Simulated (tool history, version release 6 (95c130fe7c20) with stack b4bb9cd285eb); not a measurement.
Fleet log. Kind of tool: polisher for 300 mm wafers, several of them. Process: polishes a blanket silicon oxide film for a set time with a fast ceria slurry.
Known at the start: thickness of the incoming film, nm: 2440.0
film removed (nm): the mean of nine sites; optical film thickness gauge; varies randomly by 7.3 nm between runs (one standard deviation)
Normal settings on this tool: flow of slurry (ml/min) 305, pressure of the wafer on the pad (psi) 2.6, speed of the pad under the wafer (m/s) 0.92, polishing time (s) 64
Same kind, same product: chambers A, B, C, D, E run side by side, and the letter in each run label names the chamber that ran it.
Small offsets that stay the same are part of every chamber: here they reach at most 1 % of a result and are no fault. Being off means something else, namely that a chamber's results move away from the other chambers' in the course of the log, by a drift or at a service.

| run | hour | flow of slurry (ml/min) | pressure of the wafer on the pad (psi) | speed of the pad under the wafer (m/s) | polishing time (s) | film removed (nm) |
|---|---|---|---|---|---|---|
| 1C | 4.1 | 305 | 2.6 | 0.92 | 64 | 840.07 |
| 2B | 9.5 | 305 | 2.6 | 0.92 | 64 | 856.93 |
| 3A | 13.2 | 305 | 2.6 | 0.92 | 64 | 845.05 |
|  | 15.1 | chamber E: worn pad replaced by a new one |
| 4D | 16.4 | 305 | 2.6 | 0.92 | 64 | 853.09 |
|  | 16.8 | chamber C: worn pad replaced by a new one |
| 5E | 20.7 | 305 | 2.6 | 0.92 | 64 | 838.77 |
| 6C | 26.4 | 305 | 2.6 | 0.92 | 64 | 862.24 |
| 7E | 31.0 | 305 | 2.6 | 0.92 | 64 | 846.87 |
|  | 33.4 | chamber A: slurry nozzle cleaned |
| 8D | 33.5 | 365 | 2.6 | 0.92 | 64 | 865.10 |
| 9B | 38.2 | 365 | 2.6 | 0.92 | 64 | 869.68 |
| 10A | 40.7 | 365 | 2.6 | 0.92 | 64 | 859.67 |
| 11E | 45.3 | 365 | 2.6 | 0.92 | 64 | 852.62 |
| 12C | 50.3 | 365 | 2.6 | 0.92 | 64 | 877.97 |
|  | 53.4 | chamber B: worn pad replaced by a new one |
| 13B | 54.8 | 305 | 2.6 | 0.92 | 64 | 853.18 |
|  | 58.3 | chamber E: worn pad replaced by a new one |
| 14A | 58.8 | 305 | 2.6 | 0.92 | 64 | 843.84 |
|  | 62.7 | chamber D: worn pad replaced by a new one |
| 15D | 64.4 | 305 | 2.6 | 0.92 | 64 | 864.55 |
| 16D | 68.8 | 305 | 2.0 | 0.92 | 64 | 652.20 |
| 17A | 72.1 | 305 | 2.0 | 0.92 | 64 | 646.84 |
| 18E | 75.6 | 305 | 2.0 | 0.92 | 64 | 646.20 |
|  | 77.9 | chamber E: slurry nozzle cleaned |
| 19C | 80.2 | 305 | 2.0 | 0.92 | 64 | 658.50 |
| 20B | 84.6 | 305 | 2.0 | 0.92 | 64 | 657.67 |
| 21E | 88.8 | 375 | 3.3 | 0.92 | 64 | 1112.20 |
| 22D | 93.5 | 375 | 3.3 | 0.92 | 64 | 1120.90 |
|  | 95.1 | chamber E: worn pad replaced by a new one |
| 23A | 97.9 | 375 | 3.3 | 0.92 | 64 | 1036.80 |
| 24C | 100.6 | 375 | 3.3 | 0.92 | 64 | 1084.10 |
| 25B | 103.2 | 375 | 3.3 | 0.92 | 64 | 1096.90 |
|  | 104.5 | chamber D: slurry nozzle cleaned |
| 26B | 107.2 | 360 | 2.6 | 0.92 | 56 | 761.88 |
| 27A | 109.9 | 360 | 2.6 | 0.92 | 56 | 723.00 |
| 28C | 115.5 | 360 | 2.6 | 0.92 | 56 | 745.18 |
| 29E | 118.7 | 360 | 2.6 | 0.92 | 56 | 756.67 |
|  | 121.8 | chamber C: worn pad replaced by a new one |
| 30D | 123.5 | 360 | 2.6 | 0.92 | 56 | 772.47 |
| 31E | 126.6 | 305 | 2.6 | 0.92 | 64 | 856.24 |
| 32C | 129.4 | 305 | 2.6 | 0.92 | 64 | 854.90 |
| 33B | 134.5 | 305 | 2.6 | 0.92 | 64 | 854.07 |
| 34D | 139.5 | 305 | 2.6 | 0.92 | 64 | 859.68 |
| 35A | 143.4 | 305 | 2.6 | 0.92 | 64 | 792.17 |

Predict what each chamber gives when all 5 of them run the settings below next.
| 36A | 147.5 | 350 | 2.6 | 0.92 | 64 | ? |
| 36B | 147.5 | 350 | 2.6 | 0.92 | 64 | ? |
| 36C | 147.5 | 350 | 2.6 | 0.92 | 64 | ? |
| 36D | 147.5 | 350 | 2.6 | 0.92 | 64 | ? |
| 36E | 147.5 | 350 | 2.6 | 0.92 | 64 | ? |

| run | film removed (nm) |
|---|---|
| 36A | 801.23 |
| 36B | 850.77 |
| 36C | 846.63 |
| 36D | 873.65 |
| 36E | 864.99 |
